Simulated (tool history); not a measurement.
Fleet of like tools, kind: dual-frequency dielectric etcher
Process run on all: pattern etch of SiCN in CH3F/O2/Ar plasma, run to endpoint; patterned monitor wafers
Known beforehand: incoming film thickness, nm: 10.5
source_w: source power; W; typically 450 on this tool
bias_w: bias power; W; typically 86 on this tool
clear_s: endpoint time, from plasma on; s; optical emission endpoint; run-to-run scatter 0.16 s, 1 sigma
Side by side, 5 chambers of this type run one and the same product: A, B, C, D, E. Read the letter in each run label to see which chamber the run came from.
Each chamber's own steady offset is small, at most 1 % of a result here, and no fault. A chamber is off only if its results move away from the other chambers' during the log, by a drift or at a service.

{"hour": 6.7, "done": "chamber E: wet clean of the chamber"}
{"run": "1C", "hour": 7.0, "source_w": 450, "bias_w": 86, "clear_s": 25.283}
{"run": "2B", "hour": 13.4, "source_w": 450, "bias_w": 86, "clear_s": 25.179}
{"run": "3A", "hour": 19.7, "source_w": 450, "bias_w": 86, "clear_s": 25.353}
{"run": "4E", "hour": 26.7, "source_w": 450, "bias_w": 86, "clear_s": 24.812}
{"run": "5D", "hour": 32.5, "source_w": 420, "bias_w": 86, "clear_s": 26.226}
{"run": "6E", "hour": 40.1, "source_w": 420, "bias_w": 86, "clear_s": 25.758}
{"run": "7B", "hour": 46.9, "source_w": 420, "bias_w": 86, "clear_s": 26.02}
{"run": "8D", "hour": 56.8, "source_w": 420, "bias_w": 86, "clear_s": 26.011}
{"hour": 61.6, "done": "chamber B: wet clean of the chamber"}
{"run": "9A", "hour": 66.0, "source_w": 420, "bias_w": 86, "clear_s": 25.879}
{"run": "10C", "hour": 74.5, "source_w": 450, "bias_w": 86, "clear_s": 25.454}
{"run": "11D", "hour": 85.0, "source_w": 450, "bias_w": 86, "clear_s": 25.637}
{"run": "12E", "hour": 94.5, "source_w": 450, "bias_w": 86, "clear_s": 24.96}
{"run": "13B", "hour": 101.9, "source_w": 450, "bias_w": 86, "clear_s": 25.207}
{"run": "14A", "hour": 107.5, "source_w": 450, "bias_w": 86, "clear_s": 24.745}
{"run": "15C", "hour": 114.7, "source_w": 350, "bias_w": 86, "clear_s": 27.793}
{"run": "16D", "hour": 123.7, "source_w": 350, "bias_w": 86, "clear_s": 27.745}
{"hour": 124.7, "done": "chamber C: source power generator calibrated"}
{"run": "17C", "hour": 132.9, "source_w": 350, "bias_w": 86, "clear_s": 27.901}
{"hour": 141.4, "done": "chamber C: wet clean of the chamber"}
{"run": "18B", "hour": 143.5, "source_w": 350, "bias_w": 86, "clear_s": 27.6}
{"run": "19A", "hour": 149.0, "source_w": 350, "bias_w": 86, "clear_s": 27.324}
{"run": "20E", "hour": 158.4, "source_w": 450, "bias_w": 86, "clear_s": 24.904}
{"run": "21C", "hour": 163.9, "source_w": 450, "bias_w": 86, "clear_s": 25.285}
{"run": "22E", "hour": 172.7, "source_w": 450, "bias_w": 96, "clear_s": 24.027}
{"run": "23B", "hour": 180.5, "source_w": 450, "bias_w": 96, "clear_s": 23.931}
{"run": "24D", "hour": 186.4, "source_w": 450, "bias_w": 96, "clear_s": 24.36}
{"run": "25A", "hour": 192.0, "source_w": 450, "bias_w": 96, "clear_s": 23.883}
{"run": "26B", "hour": 203.2, "source_w": 450, "bias_w": 96, "clear_s": 24.236}
{"run": "27A", "hour": 212.9, "source_w": 450, "bias_w": 86, "clear_s": 25.342}
{"run": "28D", "hour": 219.5, "source_w": 450, "bias_w": 86, "clear_s": 25.337}
{"run": "29C", "hour": 227.9, "source_w": 450, "bias_w": 86, "clear_s": 25.275}
{"run": "30E", "hour": 237.5, "source_w": 450, "bias_w": 86, "clear_s": 25.01}
{"run": "31C", "hour": 246.5, "source_w": 540, "bias_w": 70, "clear_s": 25.417}
{"run": "32A", "hour": 253.9, "source_w": 540, "bias_w": 70, "clear_s": 24.838}
{"run": "33B", "hour": 260.4, "source_w": 540, "bias_w": 70, "clear_s": 25.241}
{"run": "34E", "hour": 265.7, "source_w": 540, "bias_w": 70, "clear_s": 25.025}
{"run": "35D", "hour": 272.3, "source_w": 540, "bias_w": 70, "clear_s": 25.533}
{"run": "36E", "hour": 277.5, "source_w": 450, "bias_w": 86, "clear_s": 24.927}
{"run": "37C", "hour": 287.9, "source_w": 450, "bias_w": 86, "clear_s": 25.29}
{"run": "38A", "hour": 297.9, "source_w": 450, "bias_w": 86, "clear_s": 25.111}

Does one chamber stand apart from the rest, does the shared gauge drift, or is all well apart from small per-chamber offsets? Give the chamber and the most likely cause, where there is one.

Nothing is wrong: each chamber keeps only its own small, steady offset and the gauge holds still.
